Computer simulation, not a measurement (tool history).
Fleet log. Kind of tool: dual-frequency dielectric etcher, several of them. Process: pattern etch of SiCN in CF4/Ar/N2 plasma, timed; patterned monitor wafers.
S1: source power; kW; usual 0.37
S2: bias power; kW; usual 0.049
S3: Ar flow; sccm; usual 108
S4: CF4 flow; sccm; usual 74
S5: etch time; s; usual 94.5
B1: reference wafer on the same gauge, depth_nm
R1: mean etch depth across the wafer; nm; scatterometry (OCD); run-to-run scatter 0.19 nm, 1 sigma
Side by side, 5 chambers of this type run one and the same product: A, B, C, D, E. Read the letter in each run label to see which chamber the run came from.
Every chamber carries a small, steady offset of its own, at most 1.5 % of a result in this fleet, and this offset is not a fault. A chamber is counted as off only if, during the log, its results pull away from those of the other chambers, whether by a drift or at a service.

run 1C hour=8.7 | S1=0.37 S2=0.049 S3=108 S4=74 S5=94.5 | B1=48.239 | R1=59.241
run 2A hour=24.2 | S1=0.37 S2=0.049 S3=108 S4=74 S5=94.5 | B1=48.2 | R1=60.241
run 3B hour=33.2 | S1=0.37 S2=0.049 S3=108 S4=74 S5=94.5 | B1=48.205 | R1=60.446
run 4E hour=44.5 | S1=0.37 S2=0.049 S3=108 S4=74 S5=94.5 | B1=48.212 | R1=59.748
run 5D hour=59 | S1=0.37 S2=0.044 S3=108 S4=74 S5=94.5 | B1=48.213 | R1=57.993
run 6A hour=70.5 | S1=0.37 S2=0.044 S3=108 S4=74 S5=94.5 | B1=48.187 | R1=57.979
run 7C hour=81.4 | S1=0.37 S2=0.044 S3=108 S4=74 S5=94.5 | B1=48.213 | R1=57.153
run 8E hour=94.5 | S1=0.37 S2=0.044 S3=108 S4=74 S5=94.5 | B1=48.243 | R1=57.742
-- hour=104.1 chamber D: wet clean of the chamber
run 9D hour=104.8 | S1=0.37 S2=0.044 S3=108 S4=74 S5=94.5 | B1=48.23 | R1=57.966
run 10B hour=112 | S1=0.37 S2=0.049 S3=108 S4=74 S5=94.5 | B1=48.192 | R1=60.621
run 11C hour=122.9 | S1=0.37 S2=0.049 S3=108 S4=74 S5=94.5 | B1=48.207 | R1=59.189
run 12E hour=137.5 | S1=0.37 S2=0.049 S3=108 S4=74 S5=94.5 | B1=48.193 | R1=59.942
-- hour=148 chamber A: source power generator calibrated
run 13A hour=151 | S1=0.37 S2=0.049 S3=129 S4=81 S5=94.5 | B1=48.215 | R1=60.847
-- hour=153.5 chamber E: wet clean of the chamber
run 14B hour=160.5 | S1=0.37 S2=0.049 S3=129 S4=81 S5=94.5 | B1=48.176 | R1=59.403
run 15D hour=169.5 | S1=0.37 S2=0.049 S3=129 S4=81 S5=94.5 | B1=48.268 | R1=59.288
run 16A hour=183 | S1=0.37 S2=0.049 S3=129 S4=81 S5=94.5 | B1=48.218 | R1=60.919
run 17D hour=192 | S1=0.37 S2=0.049 S3=129 S4=81 S5=94.5 | B1=48.187 | R1=59.146
run 18B hour=200 | S1=0.37 S2=0.049 S3=108 S4=74 S5=94.5 | B1=48.218 | R1=60.504
run 19E hour=213.3 | S1=0.37 S2=0.049 S3=108 S4=74 S5=94.5 | B1=48.218 | R1=59.77
-- hour=221.2 chamber C: wet clean of the chamber
run 20C hour=222.9 | S1=0.37 S2=0.049 S3=108 S4=74 S5=94.5 | B1=48.209 | R1=59.198
run 21E hour=232.8 | S1=0.37 S2=0.049 S3=108 S4=74 S5=94.5 | B1=48.204 | R1=59.6
run 22B hour=245.3 | S1=0.37 S2=0.049 S3=108 S4=74 S5=94.5 | B1=48.217 | R1=60.318
run 23D hour=253.9 | S1=0.37 S2=0.049 S3=108 S4=74 S5=94.5 | B1=48.173 | R1=59.926
run 24A hour=269.2 | S1=0.37 S2=0.049 S3=108 S4=74 S5=94.5 | B1=48.238 | R1=62.072
run 25C hour=284.6 | S1=0.37 S2=0.053 S3=108 S4=74 S5=108.5 | B1=48.222 | R1=69.446
-- hour=293.9 chamber B: wet clean of the chamber
run 26E hour=297.6 | S1=0.37 S2=0.053 S3=108 S4=74 S5=108.5 | B1=48.196 | R1=70.019
run 27A hour=306.3 | S1=0.37 S2=0.053 S3=108 S4=74 S5=108.5 | B1=48.22 | R1=72.789
run 28B hour=318 | S1=0.37 S2=0.053 S3=108 S4=74 S5=108.5 | B1=48.173 | R1=71.404
run 29C hour=325.6 | S1=0.37 S2=0.053 S3=108 S4=74 S5=108.5 | B1=48.212 | R1=69.311
run 30D hour=337.1 | S1=0.37 S2=0.049 S3=108 S4=74 S5=94.5 | B1=48.231 | R1=60.056
run 31D hour=344.7 | S1=0.37 S2=0.049 S3=108 S4=74 S5=94.5 | B1=48.194 | R1=60.282
run 32E hour=359 | S1=0.37 S2=0.049 S3=108 S4=74 S5=94.5 | B1=48.235 | R1=59.939
run 33B hour=374.2 | S1=0.37 S2=0.049 S3=108 S4=74 S5=94.5 | B1=48.151 | R1=60.504
run 34C hour=386.4 | S1=0.37 S2=0.049 S3=108 S4=74 S5=94.5 | B1=48.206 | R1=58.748

Next, all 5 chambers run the settings below, one line each with question marks for the results. What does each chamber give?
run 35A hour=397.8 | S1=0.34 S2=0.049 S3=108 S4=74 S5=94.5 | R1=?
run 35B hour=397.8 | S1=0.34 S2=0.049 S3=108 S4=74 S5=94.5 | R1=?
run 35C hour=397.8 | S1=0.34 S2=0.049 S3=108 S4=74 S5=94.5 | R1=?
run 35D hour=397.8 | S1=0.34 S2=0.049 S3=108 S4=74 S5=94.5 | R1=?
run 35E hour=397.8 | S1=0.34 S2=0.049 S3=108 S4=74 S5=94.5 | R1=?

run=35A R1=57.252
run=35B R1=56.142
run=35C R1=55.022
run=35D R1=55.874
run=35E R1=55.097

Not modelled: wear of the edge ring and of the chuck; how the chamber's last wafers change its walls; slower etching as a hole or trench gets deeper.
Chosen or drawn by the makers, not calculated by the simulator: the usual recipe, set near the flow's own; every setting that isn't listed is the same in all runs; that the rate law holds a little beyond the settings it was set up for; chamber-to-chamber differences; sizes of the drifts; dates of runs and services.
